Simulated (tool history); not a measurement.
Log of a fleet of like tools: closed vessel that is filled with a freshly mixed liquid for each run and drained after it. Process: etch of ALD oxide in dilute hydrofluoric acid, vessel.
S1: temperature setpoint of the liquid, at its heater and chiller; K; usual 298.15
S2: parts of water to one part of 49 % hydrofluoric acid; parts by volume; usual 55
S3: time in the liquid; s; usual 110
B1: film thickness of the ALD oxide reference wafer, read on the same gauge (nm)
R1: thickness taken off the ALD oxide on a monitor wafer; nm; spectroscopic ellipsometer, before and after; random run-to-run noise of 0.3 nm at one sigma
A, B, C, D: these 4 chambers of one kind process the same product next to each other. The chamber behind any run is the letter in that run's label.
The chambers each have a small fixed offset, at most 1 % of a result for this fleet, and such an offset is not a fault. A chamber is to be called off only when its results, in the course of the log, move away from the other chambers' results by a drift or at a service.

{"run": "1B", "hour": 7.9, "S1": 298.15, "S2": 55, "S3": 110, "B1": 140.02, "R1": 45.826}
{"run": "2D", "hour": 17.3, "S1": 298.15, "S2": 55, "S3": 110, "B1": 139.98, "R1": 45.8}
{"run": "3A", "hour": 26.0, "S1": 298.15, "S2": 55, "S3": 110, "B1": 140.04, "R1": 45.791}
{"run": "4C", "hour": 32.8, "S1": 298.15, "S2": 55, "S3": 110, "B1": 140.02, "R1": 45.866}
{"run": "5B", "hour": 37.9, "S1": 298.15, "S2": 55, "S3": 110, "B1": 140, "R1": 45.382}
{"run": "6C", "hour": 45.7, "S1": 298.15, "S2": 55, "S3": 110, "B1": 140.02, "R1": 46.249}
{"run": "7A", "hour": 54.1, "S1": 296.15, "S2": 55, "S3": 110, "B1": 140.01, "R1": 42.308}
{"run": "8D", "hour": 61.3, "S1": 296.15, "S2": 55, "S3": 110, "B1": 139.99, "R1": 42.066}
{"run": "9D", "hour": 72.2, "S1": 296.15, "S2": 55, "S3": 110, "B1": 139.96, "R1": 42.23}
{"run": "10A", "hour": 82.6, "S1": 296.15, "S2": 55, "S3": 110, "B1": 139.98, "R1": 42.339}
{"run": "11C", "hour": 91.4, "S1": 298.15, "S2": 80, "S3": 50, "B1": 140, "R1": 13.966}
{"run": "12B", "hour": 97.6, "S1": 298.15, "S2": 80, "S3": 50, "B1": 139.99, "R1": 13.688}
{"run": "13A", "hour": 106.5, "S1": 298.15, "S2": 80, "S3": 50, "B1": 139.99, "R1": 14.017}
{"run": "14B", "hour": 111.7, "S1": 298.15, "S2": 80, "S3": 50, "B1": 139.98, "R1": 13.735}
{"run": "15C", "hour": 122.2, "S1": 298.15, "S2": 55, "S3": 110, "B1": 140.01, "R1": 45.741}
{"run": "16D", "hour": 130.4, "S1": 298.15, "S2": 75, "S3": 110, "B1": 140, "R1": 32.809}
{"run": "17B", "hour": 135.8, "S1": 298.15, "S2": 75, "S3": 110, "B1": 139.98, "R1": 32.644}
{"run": "18C", "hour": 143.2, "S1": 298.15, "S2": 75, "S3": 110, "B1": 139.98, "R1": 33.394}
{"run": "19D", "hour": 149.6, "S1": 298.15, "S2": 75, "S3": 110, "B1": 139.98, "R1": 32.722}
{"run": "20A", "hour": 159.8, "S1": 298.15, "S2": 55, "S3": 55, "B1": 140.02, "R1": 23.152}
{"run": "21C", "hour": 168.2, "S1": 298.15, "S2": 55, "S3": 55, "B1": 139.99, "R1": 23.647}
{"run": "22A", "hour": 178.1, "S1": 298.15, "S2": 55, "S3": 55, "B1": 140, "R1": 22.975}
{"run": "23B", "hour": 183.4, "S1": 298.15, "S2": 55, "S3": 55, "B1": 140.02, "R1": 22.637}
{"hour": 191.7, "done": "chamber B: hydrofluoric acid flow meter replaced"}
{"run": "24D", "hour": 191.8, "S1": 298.15, "S2": 55, "S3": 110, "B1": 140, "R1": 46.068}
{"run": "25B", "hour": 197.5, "S1": 298.15, "S2": 85, "S3": 75, "B1": 139.96, "R1": 19.296}
{"run": "26A", "hour": 202.8, "S1": 298.15, "S2": 85, "S3": 75, "B1": 140.01, "R1": 19.791}
{"run": "27D", "hour": 214.3, "S1": 298.15, "S2": 85, "S3": 75, "B1": 140.02, "R1": 19.635}
{"run": "28C", "hour": 219.6, "S1": 298.15, "S2": 85, "S3": 75, "B1": 140.01, "R1": 20.606}
{"run": "29D", "hour": 224.8, "S1": 298.15, "S2": 55, "S3": 110, "B1": 140, "R1": 45.788}
{"run": "30C", "hour": 231.2, "S1": 298.15, "S2": 55, "S3": 110, "B1": 140.03, "R1": 48.285}
{"run": "31A", "hour": 240.4, "S1": 298.15, "S2": 55, "S3": 110, "B1": 139.99, "R1": 46.274}
{"run": "32B", "hour": 249.5, "S1": 298.15, "S2": 55, "S3": 110, "B1": 139.99, "R1": 45.701}
{"run": "33C", "hour": 259.3, "S1": 298.15, "S2": 70, "S3": 110, "B1": 140, "R1": 38.13}
{"run": "34D", "hour": 264.5, "S1": 298.15, "S2": 70, "S3": 110, "B1": 139.99, "R1": 35.733}
{"run": "35A", "hour": 275.0, "S1": 298.15, "S2": 70, "S3": 110, "B1": 139.98, "R1": 35.842}
{"run": "36B", "hour": 285.1, "S1": 298.15, "S2": 70, "S3": 110, "B1": 139.98, "R1": 35.257}

Which is it: a chamber that has drifted or been left off by a service, a gauge drift common to all chambers, or only each chamber's usual small offset? If a chamber is off, name it and its likeliest cause.

It is chamber C that slowly wanders off from its peers.
Likeliest cause: hydrofluoric acid flow above the setpoint (%) = 7.08.
The log may not separate it from: liquid hotter than its thermometer reads (K).

Which of the 4 candidates below, each the usual settings with something changed and its results left as question marks, puts chamber C back in line with what the other chambers give on the usual settings?
To be in line, a result may differ from the other chambers' mean on the usual settings by at most: R1 1 nm
{"run": "37C-1", "hour": 293.4, "S1": 296.15, "S2": 55, "S3": 110, "R1": "?"}
{"run": "37C-2", "hour": 293.4, "S1": 297.15, "S2": 55, "S3": 110, "R1": "?"}
{"run": "37C-3", "hour": 293.4, "S1": 300.15, "S2": 55, "S3": 110, "R1": "?"}
{"run": "37C-4", "hour": 293.4, "S1": 298.15, "S2": 55, "S3": 115, "R1": "?"}

Usual-settings mean across the other chambers: R1 45.747 nm
run=37C-1 R1=45.787
run=37C-2 R1=47.696
run=37C-3 R1=53.768
run=37C-4 R1=51.905
37C-1 brings the chamber back in line.
